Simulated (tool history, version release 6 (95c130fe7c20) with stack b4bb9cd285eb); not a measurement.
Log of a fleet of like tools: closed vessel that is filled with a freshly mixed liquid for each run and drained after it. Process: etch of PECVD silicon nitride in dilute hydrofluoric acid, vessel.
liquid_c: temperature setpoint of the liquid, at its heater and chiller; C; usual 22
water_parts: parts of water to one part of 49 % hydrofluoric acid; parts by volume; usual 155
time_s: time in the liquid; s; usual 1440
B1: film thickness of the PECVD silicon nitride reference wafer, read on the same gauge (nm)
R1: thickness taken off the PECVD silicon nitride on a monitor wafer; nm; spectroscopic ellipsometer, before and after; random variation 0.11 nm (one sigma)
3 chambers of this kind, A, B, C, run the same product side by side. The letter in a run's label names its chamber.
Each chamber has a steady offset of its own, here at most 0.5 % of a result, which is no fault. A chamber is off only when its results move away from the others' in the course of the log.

run 1C hour=3.3 | liquid_c=22 water_parts=155 time_s=1440 | B1=110 | R1=14.452
run 2A hour=6.7 | liquid_c=22 water_parts=155 time_s=1440 | B1=110.02 | R1=14.301
run 3B hour=9.2 | liquid_c=22 water_parts=155 time_s=1440 | B1=110.02 | R1=14.15
run 4A hour=12.9 | liquid_c=22 water_parts=155 time_s=1440 | B1=110.01 | R1=14.185
run 5B hour=15.8 | liquid_c=22 water_parts=90 time_s=940 | B1=110.02 | R1=15.997
run 6C hour=19.4 | liquid_c=22 water_parts=90 time_s=940 | B1=110.01 | R1=15.991
run 7C hour=22.9 | liquid_c=22 water_parts=90 time_s=940 | B1=109.96 | R1=16.012
run 8A hour=26.4 | liquid_c=22 water_parts=155 time_s=1440 | B1=109.99 | R1=14.295
run 9B hour=29.7 | liquid_c=22 water_parts=155 time_s=1440 | B1=110 | R1=14.186
run 10C hour=33.7 | liquid_c=22 water_parts=155 time_s=1440 | B1=110.01 | R1=14.214
run 11A hour=36.2 | liquid_c=22 water_parts=155 time_s=1440 | B1=110.03 | R1=14.785
run 12B hour=38.6 | liquid_c=22 water_parts=155 time_s=1440 | B1=109.98 | R1=14.363
run 13C hour=42.9 | liquid_c=22 water_parts=155 time_s=1440 | B1=110.02 | R1=14.229
run 14A hour=45.7 | liquid_c=22 water_parts=155 time_s=1440 | B1=109.97 | R1=14.778
run 15B hour=50.5 | liquid_c=22 water_parts=155 time_s=1440 | B1=109.99 | R1=14.175
run 16C hour=54.5 | liquid_c=22 water_parts=155 time_s=1440 | B1=109.99 | R1=14.331
run 17B hour=58.8 | liquid_c=22 water_parts=155 time_s=1440 | B1=109.99 | R1=14.276
run 18A hour=61 | liquid_c=22 water_parts=155 time_s=1440 | B1=110.01 | R1=14.967
run 19C hour=65.3 | liquid_c=22 water_parts=155 time_s=1440 | B1=109.99 | R1=14.501
run 20A hour=68.7 | liquid_c=22 water_parts=155 time_s=1440 | B1=110.02 | R1=15.243
run 21B hour=73.3 | liquid_c=22 water_parts=200 time_s=935 | B1=110.02 | R1=7.1357
run 22B hour=77.3 | liquid_c=22 water_parts=200 time_s=935 | B1=110 | R1=7.166
run 23A hour=81.3 | liquid_c=22 water_parts=200 time_s=935 | B1=110 | R1=7.731
run 24C hour=84.6 | liquid_c=22 water_parts=155 time_s=1440 | B1=110.02 | R1=14.233
run 25A hour=88.1 | liquid_c=22 water_parts=155 time_s=1440 | B1=110.01 | R1=15.445
run 26C hour=90.8 | liquid_c=22 water_parts=155 time_s=1440 | B1=109.99 | R1=14.266
run 27B hour=93.3 | liquid_c=22 water_parts=155 time_s=1440 | B1=109.98 | R1=14.261
run 28B hour=95.6 | liquid_c=22 water_parts=155 time_s=1440 | B1=110.02 | R1=14.493
run 29A hour=99.3 | liquid_c=22 water_parts=155 time_s=1440 | B1=110.02 | R1=15.691

Next, every chamber runs the same settings. What will each give?
run 30A hour=102.9 | liquid_c=22 water_parts=155 time_s=1440 | R1=?
run 30B hour=102.9 | liquid_c=22 water_parts=155 time_s=1440 | R1=?
run 30C hour=102.9 | liquid_c=22 water_parts=155 time_s=1440 | R1=?

run=30A R1=15.453
run=30B R1=14.107
run=30C R1=14.297
